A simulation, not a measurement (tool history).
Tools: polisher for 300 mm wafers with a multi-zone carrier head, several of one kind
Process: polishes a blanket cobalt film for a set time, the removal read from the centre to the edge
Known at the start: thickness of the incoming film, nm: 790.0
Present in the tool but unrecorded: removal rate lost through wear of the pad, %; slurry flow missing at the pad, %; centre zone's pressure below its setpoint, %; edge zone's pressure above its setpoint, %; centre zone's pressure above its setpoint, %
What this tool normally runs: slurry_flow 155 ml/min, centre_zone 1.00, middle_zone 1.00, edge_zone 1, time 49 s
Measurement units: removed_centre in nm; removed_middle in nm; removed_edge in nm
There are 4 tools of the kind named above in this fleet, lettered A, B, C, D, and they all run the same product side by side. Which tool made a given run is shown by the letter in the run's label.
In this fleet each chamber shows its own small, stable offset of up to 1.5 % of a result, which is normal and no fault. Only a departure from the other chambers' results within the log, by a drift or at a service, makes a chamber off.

run    day  slurry_flow  centre_zone  middle_zone  edge_zone  time  wafers polished on this pad  hours since the slurry nozzle was cleaned  hours since the centre zone pressure was calibrated  hours since the edge zone pressure was calibrated  removed_centre  removed_middle  removed_edge
     0.050  -- chamber B: worn pad replaced by a new one
 1A  0.150          155         1.00         1.00          1    49                          254                                      265.1                                                584.8                                              394.0          304.23          302.43        309.25
 2C  0.342          155         1.00         1.00          1    49                          605                                      147.6                                                105.8                                             1174.6          301.53          308.94        302.34
 3D  0.525          155         1.00         1.00          1    49                          300                                      414.9                                                700.7                                              418.5          309.26          301.36        304.55
 4B  0.812          155         1.00         1.00          1    49                          130                                      274.7                                                884.1                                              935.9          303.00          298.94        308.33
     0.850  -- chamber B: slurry nozzle cleaned
 5D  1.033          155         1.00         1.00          1    49                          387                                      427.1                                                712.9                                              430.7          304.03          306.44        311.86
 6A  1.254          155         1.00         1.00          1    49                          443                                      291.6                                                611.3                                              420.5          311.73          307.18        305.71
 7B  1.408          155         0.93         1.00          1    49                          232                                       13.4                                                898.4                                              950.2          283.54          300.34        307.42
 8C  1.625          155         0.93         1.00          1    49                          824                                      178.4                                                136.6                                             1205.4          281.88          306.28        304.69
 9A  1.779          155         0.93         1.00          1    49                          533                                      304.2                                                623.9                                              433.1          287.17          306.03        302.30
10D  2.033          155         0.93         1.00          1    49                          558                                      451.1                                                736.9                                              454.7          283.22          303.03        306.06
11B  2.192          155         1.00         1.00          1    49                          366                                       32.2                                                917.2                                              969.0          308.12          306.55        308.18
12C  2.362          155         1.00         1.00          1    49                          950                                      196.1                                                154.3                                             1223.1          305.05          305.36        302.41
13B  2.612          155         1.00         1.00          1    49                          438                                       42.3                                                927.3                                              979.1          302.65          303.94        308.61
14C  2.821          155         1.00         1.00          1    49                         1028                                      207.1                                                165.3                                             1234.1          307.44          305.90        307.13
     2.917  -- chamber C: worn pad replaced by a new one
15A  2.954          155         1.00         1.00          1    49                          734                                      332.4                                                652.1                                              461.3          303.56          305.56        302.42
16D  3.162          155         1.00         1.00          1    49                          751                                      478.2                                                764.0                                              481.8          298.02          301.81        308.79
     3.179  -- chamber B: worn pad replaced by a new one
17B  3.288          155         1.00         1.00          1    49                           19                                       58.5                                                943.5                                              995.3          310.68          300.81        301.42
18A  3.488          155         1.00         1.00          1    49                          825                                      345.2                                                664.9                                              474.1          308.13          302.05        303.62
19C  3.646          155         1.00         0.89          1    49                          125                                      226.9                                                185.1                                             1253.9          314.23          278.03        308.28
20D  3.842          155         1.00         0.89          1    49                          867                                      494.5                                                780.3                                              498.1          306.30          276.05        308.57
21D  4.000          155         1.00         0.89          1    49                          894                                      498.3                                                784.1                                              501.9          295.46          275.41        313.59
22B  4.254          155         1.00         0.89          1    49                          184                                       81.7                                                966.7                                             1018.5          312.19          271.26        307.95
23A  4.388          155         1.00         1.00          1    49                          979                                      366.8                                                686.5                                              495.7          306.86          298.27        301.06
24C  4.638          155         1.00         1.00          1    49                          294                                      250.7                                                208.9                                             1277.7          300.26          305.58        305.40
25D  4.892          155         1.00         1.00          1    49                         1046                                      519.7                                                805.5                                              523.3          310.24          303.67        312.26
26B  5.062          155         1.09         1.00          1    49                          322                                      101.1                                                986.1                                             1037.9          333.36          303.69        312.15
27C  5.350          155         1.09         1.00          1    49                          416                                      267.8                                                226.0                                             1294.8          338.94          301.76        310.28
28A  5.550          155         1.09         1.00          1    49                         1177                                      394.7                                                714.4                                              523.6          316.84          291.41        289.90
     5.725  -- chamber A: edge zone pressure recalibrated
29D  5.771          155         1.09         1.00          1    49                         1197                                      540.8                                                826.6                                              544.4          325.75          300.78        306.25
     5.846  -- chamber D: centre zone pressure recalibrated
30B  6.054          155         1.00         1.00          1    49                          491                                      124.9                                               1009.9                                             1061.7          306.42          301.63        311.50
     6.100  -- chamber D: worn pad replaced by a new one
31C  6.333          155         1.00         1.00          1    49                          584                                      291.4                                                249.6                                             1318.4          306.38          301.83        302.71
32A  6.617          155         1.00         1.00          1    49                         1359                                      420.3                                                740.0                                               21.4          294.49          284.52        281.51
     6.642  -- chamber B: worn pad replaced by a new one
33C  6.883          155         1.00         1.00          1    49                          678                                      304.6                                                262.8                                             1331.6          309.74          306.12        306.73
34D  7.108          155         1.00         1.00          1    49                          172                                      572.9                                                 30.4                                              576.5          302.85          300.13        311.99
     7.196  -- chamber B: centre zone pressure recalibrated
35B  7.388          155         1.00         1.00          1    49                          127                                      156.9                                                  4.6                                             1093.7          307.62          302.17        304.22
36A  7.575          125         1.00         1.10          1    49                         1523                                      443.3                                                763.0                                               44.4          266.09          299.34        272.31
37D  7.783          125         1.00         1.10          1    49                          287                                      589.1                                                 46.6                                              592.7          296.29          313.86        296.40
38B  7.975          125         1.00         1.10          1    49                          228                                      171.0                                                 18.7                                             1107.8          288.16          317.10        290.25
39C  8.229          125         1.00         1.10          1    49                          908                                      336.9                                                295.1                                             1363.9          289.52          316.27        295.96
40A  8.362          155         1.00         1.04          1    49                         1658                                      462.2                                                781.9                                               63.3          273.40          284.65        274.01
41A  8.488          155         1.00         1.04          1    49                         1679                                      465.2                                                784.9                                               66.3          281.13          286.35        277.54
     8.612  -- chamber C: worn pad replaced by a new one
42C  8.638          155         1.00         1.04          1    49                            4                                      346.7                                                304.9                                             1373.7          295.58          316.66        298.58
43B  8.767          155         1.00         1.04          1    49                          363                                      190.0                                                 37.7                                             1126.8          301.65          311.69        305.26

What goes on in this fleet: one chamber off, a drifting gauge, or nothing beyond the chambers' own small offsets? Name the chamber and the cause, if any.

One chamber, A, drifts off from the rest bit by bit.
Most likely cause: removal rate lost through wear of the pad, % = 11.
The log may not tell that from: slurry flow missing at the pad, %.

Here are 4 candidates for chamber A's next run, each the usual settings with a change, their results left as question marks. Which one brings its results back in line with what the others give on the usual settings?
In line here means within this much of the mean the other chambers give on the usual settings: removed_centre 14.00 nm; removed_middle 9.90 nm; removed_edge 12.00 nm
44A-1  8.971          155         0.99         0.99       1.01    55                                                                                                                                                                                               ?               ?             ?
44A-2  8.971          155         1.00         1.00       1.01    51                                                                                                                                                                                               ?               ?             ?
44A-3  8.971          155         1.00         1.00       0.99    47                                                                                                                                                                                               ?               ?             ?
44A-4  8.971          155         1.01         1.01       0.99    43                                                                                                                                                                                               ?               ?             ?

The mean the other chambers reach with the usual settings: removed_centre 304.06 nm; removed_middle 303.79 nm; removed_edge 306.40 nm
  run  removed_centre  removed_middle  removed_edge
44A-1          298.89          302.33        305.95
44A-2          280.26          282.93        283.66
44A-3          258.27          260.75        258.70
44A-4          238.91          240.74        236.65
The answer is 44A-1, which returns the chamber to within the allowed miss of the others.

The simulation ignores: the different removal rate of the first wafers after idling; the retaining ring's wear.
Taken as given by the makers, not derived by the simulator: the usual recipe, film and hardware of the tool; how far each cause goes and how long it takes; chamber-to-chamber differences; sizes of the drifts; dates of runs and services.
